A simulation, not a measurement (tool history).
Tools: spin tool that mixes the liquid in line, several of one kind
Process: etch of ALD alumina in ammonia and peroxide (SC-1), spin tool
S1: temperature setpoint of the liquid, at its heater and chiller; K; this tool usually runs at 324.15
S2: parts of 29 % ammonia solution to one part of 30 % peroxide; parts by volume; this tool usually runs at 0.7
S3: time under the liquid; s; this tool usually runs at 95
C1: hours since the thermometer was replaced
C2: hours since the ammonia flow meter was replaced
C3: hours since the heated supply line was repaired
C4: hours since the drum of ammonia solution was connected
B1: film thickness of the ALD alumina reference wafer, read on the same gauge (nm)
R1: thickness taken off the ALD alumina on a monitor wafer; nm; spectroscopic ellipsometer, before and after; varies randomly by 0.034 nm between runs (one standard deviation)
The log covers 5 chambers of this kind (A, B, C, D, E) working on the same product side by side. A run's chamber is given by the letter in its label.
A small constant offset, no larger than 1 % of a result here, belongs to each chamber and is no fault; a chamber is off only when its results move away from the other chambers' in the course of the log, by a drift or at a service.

Run 1A, hour 9.7: usual settings; C1 2005.9; C2 164.7; C3 2133.7; C4 283.4; B1 150.03. Result: R1 4.9531 nm.
Run 2C, hour 16.7: usual settings; C1 313.8; C2 606.4; C3 3451.0; C4 307.1; B1 149.98. Result: R1 4.8579 nm.
Run 3B, hour 28.5: usual settings; C1 1745.7; C2 1622.7; C3 1315.0; C4 266.1; B1 149.99. Result: R1 4.8650 nm.
Run 4E, hour 39.3: usual settings; C1 492.9; C2 659.8; C3 1956.2; C4 651.1; B1 149.99. Result: R1 4.9102 nm.
Run 5D, hour 46.6: usual settings; C1 175.6; C2 575.3; C3 2803.0; C4 58.0; B1 149.97. Result: R1 4.9094 nm.
Run 6D, hour 58.7: usual settings; C1 187.7; C2 587.4; C3 2815.1; C4 70.1; B1 150.03. Result: R1 4.9587 nm.
Run 7A, hour 70.6: usual settings; C1 2066.8; C2 225.6; C3 2194.6; C4 344.3; B1 150.00. Result: R1 4.9628 nm.
At hour 74.0: chamber C: heated supply line repaired.
Run 8E, hour 82.2: usual settings; C1 535.8; C2 702.7; C3 1999.1; C4 694.0; B1 150.00. Result: R1 4.9237 nm.
At hour 85.6: chamber D: ammonia flow meter replaced.
Run 9C, hour 93.3: usual settings but S2 1.0 parts by volume; C1 390.4; C2 683.0; C3 19.3; C4 383.7; B1 150.00. Result: R1 5.1744 nm.
Run 10B, hour 99.6: usual settings but S2 1.0 parts by volume; C1 1816.8; C2 1693.8; C3 1386.1; C4 337.2; B1 149.99. Result: R1 5.0053 nm.
Run 11B, hour 107.1: usual settings but S2 1.0 parts by volume; C1 1824.3; C2 1701.3; C3 1393.6; C4 344.7; B1 150.01. Result: R1 4.9918 nm.
Run 12C, hour 115.2: usual settings but S2 1.0 parts by volume; C1 412.3; C2 704.9; C3 41.2; C4 405.6; B1 150.00. Result: R1 5.0764 nm.
Run 13A, hour 121.6: usual settings but S2 1.0 parts by volume; C1 2117.8; C2 276.6; C3 2245.6; C4 395.3; B1 149.99. Result: R1 5.0607 nm.
Run 14E, hour 129.7: usual settings; C1 583.3; C2 750.2; C3 2046.6; C4 741.5; B1 150.01. Result: R1 4.8997 nm.
At hour 135.2: chamber B: ammonia flow meter replaced.
Run 15D, hour 136.5: usual settings; C1 265.5; C2 51.0; C3 2892.9; C4 147.9; B1 150.02. Result: R1 4.8941 nm.
Run 16C, hour 145.9: usual settings; C1 443.0; C2 735.6; C3 71.9; C4 436.3; B1 150.01. Result: R1 5.0030 nm.
Run 17B, hour 153.7: usual settings; C1 1870.9; C2 18.6; C3 1440.2; C4 391.3; B1 150.03. Result: R1 4.7184 nm.
Run 18A, hour 159.6: usual settings; C1 2155.8; C2 314.6; C3 2283.6; C4 433.3; B1 149.99. Result: R1 4.9570 nm.
At hour 165.5: chamber E: heated supply line repaired.
Run 19D, hour 170.8: usual settings; C1 299.8; C2 85.3; C3 2927.2; C4 182.2; B1 150.00. Result: R1 4.9067 nm.
Run 20E, hour 176.6: usual settings; C1 630.2; C2 797.1; C3 11.1; C4 788.4; B1 150.01. Result: R1 4.9718 nm.
Run 21E, hour 183.6: usual settings; C1 637.2; C2 804.1; C3 18.1; C4 795.4; B1 150.00. Result: R1 4.9301 nm.
Run 22B, hour 195.4: usual settings; C1 1912.6; C2 60.3; C3 1481.9; C4 433.0; B1 149.99. Result: R1 4.7064 nm.
At hour 197.8: chamber C: new drum of ammonia solution connected.
At hour 204.4: chamber A: heated supply line repaired.
Run 23A, hour 205.9: usual settings; C1 2202.1; C2 360.9; C3 1.6; C4 479.6; B1 150.02. Result: R1 4.9369 nm.
At hour 207.7: chamber C: ammonia flow meter replaced.
Run 24C, hour 213.4: usual settings but S1 327.65 K, S3 120 s; C1 510.5; C2 5.7; C3 139.4; C4 15.6; B1 149.99. Result: R1 7.5475 nm.
At hour 221.5: chamber A: new drum of ammonia solution connected.
Run 25D, hour 223.2: usual settings but S1 327.65 K, S3 120 s; C1 352.2; C2 137.7; C3 2979.6; C4 234.6; B1 150.00. Result: R1 7.4565 nm.
Run 26A, hour 231.0: usual settings but S1 327.65 K, S3 120 s; C1 2227.2; C2 386.0; C3 26.7; C4 9.5; B1 150.00. Result: R1 7.5481 nm.
At hour 235.2: chamber E: thermometer replaced.
At hour 239.2: chamber D: new drum of ammonia solution connected.
Run 27B, hour 239.6: usual settings but S1 327.65 K, S3 120 s; C1 1956.8; C2 104.5; C3 1526.1; C4 477.2; B1 149.98. Result: R1 6.9073 nm.
Run 28D, hour 249.9: usual settings but S1 327.65 K, S3 120 s; C1 378.9; C2 164.4; C3 3006.3; C4 10.7; B1 149.99. Result: R1 7.4762 nm.
Run 29E, hour 260.8: usual settings but S1 315.15 K, S2 0.4 parts by volume; C1 25.7; C2 881.3; C3 95.3; C4 872.6; B1 150.03. Result: R1 2.8617 nm.
Run 30C, hour 267.3: usual settings but S1 315.15 K, S2 0.4 parts by volume; C1 564.4; C2 59.6; C3 193.3; C4 69.5; B1 150.00. Result: R1 2.8044 nm.
Run 31A, hour 276.8: usual settings but S1 315.15 K, S2 0.4 parts by volume; C1 2273.0; C2 431.8; C3 72.5; C4 55.3; B1 149.98. Result: R1 2.7889 nm.
Run 32D, hour 283.5: usual settings but S1 315.15 K, S2 0.4 parts by volume; C1 412.5; C2 198.0; C3 3039.9; C4 44.3; B1 149.97. Result: R1 2.8306 nm.

Each of the 5 chambers runs these same settings next. Fill in every chamber's results:
Run 33A, hour 292.2: usual settings. Result: R1 ?.
Run 33B, hour 292.2: usual settings. Result: R1 ?.
Run 33C, hour 292.2: usual settings. Result: R1 ?.
Run 33D, hour 292.2: usual settings. Result: R1 ?.
Run 33E, hour 292.2: usual settings. Result: R1 ?.

run      R1
33A  4.9616
33B  4.4931
33C  4.9026
33D  4.9236
33E  4.8709
